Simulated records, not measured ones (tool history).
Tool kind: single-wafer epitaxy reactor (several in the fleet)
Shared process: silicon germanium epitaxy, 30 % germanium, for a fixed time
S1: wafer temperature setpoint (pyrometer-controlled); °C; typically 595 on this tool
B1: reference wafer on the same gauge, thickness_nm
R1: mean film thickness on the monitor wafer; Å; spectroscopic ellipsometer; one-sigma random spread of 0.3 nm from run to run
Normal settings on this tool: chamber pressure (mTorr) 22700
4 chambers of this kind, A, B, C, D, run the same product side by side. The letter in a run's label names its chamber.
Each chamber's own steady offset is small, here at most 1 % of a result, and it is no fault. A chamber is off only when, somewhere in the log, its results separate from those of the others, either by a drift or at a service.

Run 1C, day 0.196: usual settings; B1 64.536. Result: R1 564.67 Å.
Run 2A, day 0.421: usual settings; B1 64.535. Result: R1 568.41 Å.
Run 3D, day 0.604: usual settings; B1 64.482. Result: R1 566.85 Å.
Run 4B, day 0.858: usual settings; B1 64.37. Result: R1 570.85 Å.
Run 5C, day 0.979: usual settings; B1 64.514. Result: R1 576.48 Å.
Run 6D, day 1.229: usual settings; B1 64.489. Result: R1 561.44 Å.
Run 7A, day 1.367: usual settings but S1 604 °C, chamber pressure (mTorr) 18000; B1 64.504. Result: R1 613.79 Å.
Run 8B, day 1.554: usual settings but S1 604 °C, chamber pressure (mTorr) 18000; B1 64.506. Result: R1 607.24 Å.
At day 1.712: chamber B: pyrometer calibrated.
Run 9B, day 1.725: usual settings but S1 604 °C, chamber pressure (mTorr) 18000; B1 64.513. Result: R1 637.08 Å.
Run 10C, day 1.9: usual settings but S1 604 °C, chamber pressure (mTorr) 18000; B1 64.497. Result: R1 617.2 Å.
Run 11D, day 2.112: usual settings; B1 64.513. Result: R1 567.07 Å.
Run 12A, day 2.238: usual settings; B1 64.398. Result: R1 571.69 Å.
Run 13D, day 2.475: usual settings; B1 64.588. Result: R1 566.67 Å.
Run 14B, day 2.696: usual settings; B1 64.617. Result: R1 595.5 Å.
Run 15A, day 2.817: usual settings; B1 64.454. Result: R1 569.86 Å.
Run 16C, day 2.967: usual settings; B1 64.515. Result: R1 569.57 Å.
Run 17C, day 3.167: usual settings; B1 64.557. Result: R1 577.53 Å.
Run 18A, day 3.342: usual settings but S1 602 °C; B1 64.544. Result: R1 644.75 Å.
Run 19B, day 3.454: usual settings but S1 602 °C; B1 64.468. Result: R1 676.64 Å.
Run 20D, day 3.562: usual settings but S1 602 °C; B1 64.529. Result: R1 645.31 Å.
Run 21B, day 3.75: usual settings but S1 602 °C; B1 64.5. Result: R1 672.45 Å.
Run 22A, day 3.946: usual settings; B1 64.572. Result: R1 566.23 Å.
Run 23D, day 4.125: usual settings; B1 64.477. Result: R1 565.67 Å.
Run 24C, day 4.3: usual settings; B1 64.413. Result: R1 568.22 Å.
Run 25C, day 4.488: usual settings; B1 64.543. Result: R1 568.6 Å.
Run 26D, day 4.6: usual settings; B1 64.443. Result: R1 563.53 Å.
Run 27B, day 4.829: usual settings; B1 64.455. Result: R1 601.8 Å.
Run 28A, day 4.988: usual settings; B1 64.553. Result: R1 561.85 Å.

Has any chamber moved away from the others, gradually or after a service, or does the common gauge drift, or do the chambers differ only by their own small steady offsets? State the chamber and the most likely cause if one applies.

After it was serviced, chamber B no longer matches the other chambers.
Most likely cause: wafer temperature above the value expected at the setpoint (K) = 2.86.

Which of the 4 candidates below, each the usual settings with something changed and its results left as question marks, puts chamber B back in line with what the other chambers give on the usual settings?
Allowed miss from the other chambers' usual-settings mean, per result, to count as in line: R1 11 Å
Run 29B-1, day 5.171: usual settings but S1 593 °C, chamber pressure (mTorr) 22400. Result: R1 ?.
Run 29B-2, day 5.171: usual settings but S1 597 °C, chamber pressure (mTorr) 23000. Result: R1 ?.
Run 29B-3, day 5.171: usual settings but S1 590 °C, chamber pressure (mTorr) 22000. Result: R1 ?.
Run 29B-4, day 5.171: usual settings but S1 600 °C, chamber pressure (mTorr) 23400. Result: R1 ?.

On the usual settings, the other chambers give on average: R1 567.79 Å
  run      R1
29B-1  572.14
29B-2  622.52
29B-3   537.2
29B-4  662.21
With 29B-1, the chamber falls back in line with the rest.

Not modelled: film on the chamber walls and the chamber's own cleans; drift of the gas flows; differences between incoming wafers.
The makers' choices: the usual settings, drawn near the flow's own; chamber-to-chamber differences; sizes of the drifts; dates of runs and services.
